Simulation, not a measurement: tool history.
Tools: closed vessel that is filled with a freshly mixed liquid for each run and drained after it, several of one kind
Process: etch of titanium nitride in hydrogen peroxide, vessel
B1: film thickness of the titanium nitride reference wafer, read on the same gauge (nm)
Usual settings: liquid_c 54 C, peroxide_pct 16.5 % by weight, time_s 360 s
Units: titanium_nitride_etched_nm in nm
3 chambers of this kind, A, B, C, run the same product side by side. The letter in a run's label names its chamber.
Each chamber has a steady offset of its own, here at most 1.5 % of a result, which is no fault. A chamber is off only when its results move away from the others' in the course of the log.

{"run": "1A", "day": 0.5, "liquid_c": 54, "peroxide_pct": 16.5, "time_s": 360, "B1": 110, "titanium_nitride_etched_nm": 15.124}
{"run": "2B", "day": 1.012, "liquid_c": 54, "peroxide_pct": 16.5, "time_s": 360, "B1": 109.99, "titanium_nitride_etched_nm": 15.496}
{"run": "3C", "day": 1.246, "liquid_c": 54, "peroxide_pct": 16.5, "time_s": 360, "B1": 110, "titanium_nitride_etched_nm": 15.246}
{"run": "4B", "day": 1.562, "liquid_c": 54, "peroxide_pct": 16.5, "time_s": 360, "B1": 109.99, "titanium_nitride_etched_nm": 15.407}
{"run": "5C", "day": 2.038, "liquid_c": 54, "peroxide_pct": 16.5, "time_s": 360, "B1": 110.01, "titanium_nitride_etched_nm": 15.079}
{"run": "6A", "day": 2.517, "liquid_c": 54, "peroxide_pct": 16.5, "time_s": 360, "B1": 109.99, "titanium_nitride_etched_nm": 15.163}
{"run": "7A", "day": 2.967, "liquid_c": 54, "peroxide_pct": 16.5, "time_s": 360, "B1": 110.01, "titanium_nitride_etched_nm": 15.2}
{"run": "8B", "day": 3.292, "liquid_c": 54, "peroxide_pct": 16.5, "time_s": 360, "B1": 109.99, "titanium_nitride_etched_nm": 15.421}
{"run": "9C", "day": 3.554, "liquid_c": 54, "peroxide_pct": 16.5, "time_s": 360, "B1": 109.98, "titanium_nitride_etched_nm": 15.013}
{"run": "10A", "day": 3.846, "liquid_c": 54, "peroxide_pct": 16.5, "time_s": 360, "B1": 109.99, "titanium_nitride_etched_nm": 15.273}
{"run": "11C", "day": 4.146, "liquid_c": 54, "peroxide_pct": 16.5, "time_s": 360, "B1": 110.01, "titanium_nitride_etched_nm": 15.028}
{"run": "12B", "day": 4.65, "liquid_c": 54, "peroxide_pct": 16.5, "time_s": 360, "B1": 110.01, "titanium_nitride_etched_nm": 15.386}
{"run": "13C", "day": 5.075, "liquid_c": 54, "peroxide_pct": 16.5, "time_s": 360, "B1": 110, "titanium_nitride_etched_nm": 14.85}
{"run": "14A", "day": 5.412, "liquid_c": 54, "peroxide_pct": 16.5, "time_s": 360, "B1": 110, "titanium_nitride_etched_nm": 15.105}
{"run": "15B", "day": 5.775, "liquid_c": 54, "peroxide_pct": 16.5, "time_s": 360, "B1": 109.99, "titanium_nitride_etched_nm": 15.38}
{"day": 5.921, "done": "chamber B: new drum of peroxide connected"}
{"run": "16B", "day": 6.233, "liquid_c": 54, "peroxide_pct": 16.5, "time_s": 360, "B1": 109.99, "titanium_nitride_etched_nm": 15.484}
{"run": "17A", "day": 6.558, "liquid_c": 54, "peroxide_pct": 16.5, "time_s": 360, "B1": 109.99, "titanium_nitride_etched_nm": 15.202}
{"run": "18C", "day": 6.804, "liquid_c": 54, "peroxide_pct": 15, "time_s": 360, "B1": 110.02, "titanium_nitride_etched_nm": 14.514}
{"run": "19C", "day": 7.262, "liquid_c": 54, "peroxide_pct": 15, "time_s": 360, "B1": 110.02, "titanium_nitride_etched_nm": 14.456}
{"run": "20B", "day": 7.554, "liquid_c": 54, "peroxide_pct": 15, "time_s": 360, "B1": 110, "titanium_nitride_etched_nm": 15.125}
{"run": "21A", "day": 7.871, "liquid_c": 54, "peroxide_pct": 16.5, "time_s": 360, "B1": 110, "titanium_nitride_etched_nm": 15.241}
{"run": "22B", "day": 8.188, "liquid_c": 45.5, "peroxide_pct": 19, "time_s": 360, "B1": 109.99, "titanium_nitride_etched_nm": 8.5951}
{"run": "23A", "day": 8.488, "liquid_c": 45.5, "peroxide_pct": 19, "time_s": 360, "B1": 110.03, "titanium_nitride_etched_nm": 8.3321}
{"run": "24C", "day": 8.992, "liquid_c": 45.5, "peroxide_pct": 19, "time_s": 360, "B1": 110, "titanium_nitride_etched_nm": 8.0292}
{"run": "25C", "day": 9.325, "liquid_c": 54, "peroxide_pct": 16.5, "time_s": 360, "B1": 110.01, "titanium_nitride_etched_nm": 14.576}
{"run": "26B", "day": 9.592, "liquid_c": 54, "peroxide_pct": 16.5, "time_s": 360, "B1": 110, "titanium_nitride_etched_nm": 15.449}

Is one chamber off against the others, does the gauge drift, or is nothing wrong? If a chamber is off, say which, and what the likeliest cause is.

Chamber C drifts away from the others.
Cause: liquid colder than its thermometer reads (K) = 0.691.

Here are 4 candidates for chamber C's next run, each the usual settings with a change, their results left as question marks. Which one brings its results back in line with what the others give on the usual settings?
In line means no further than this from the other chambers' mean on the usual settings: titanium_nitride_etched_nm 0.18 nm
{"run": "27C-1", "day": 9.962, "liquid_c": 53.5, "peroxide_pct": 16.5, "time_s": 355, "titanium_nitride_etched_nm": "?"}
{"run": "27C-2", "day": 9.962, "liquid_c": 54, "peroxide_pct": 16.5, "time_s": 370, "titanium_nitride_etched_nm": "?"}
{"run": "27C-3", "day": 9.962, "liquid_c": 54, "peroxide_pct": 16.5, "time_s": 350, "titanium_nitride_etched_nm": "?"}
{"run": "27C-4", "day": 9.962, "liquid_c": 54.5, "peroxide_pct": 16.5, "time_s": 365, "titanium_nitride_etched_nm": "?"}

The other chambers' mean on the usual settings: titanium_nitride_etched_nm 15.293 nm
run=27C-1 titanium_nitride_etched_nm=13.801
run=27C-2 titanium_nitride_etched_nm=14.913
run=27C-3 titanium_nitride_etched_nm=14.107
run=27C-4 titanium_nitride_etched_nm=15.252
27C-4 brings the chamber back in line.
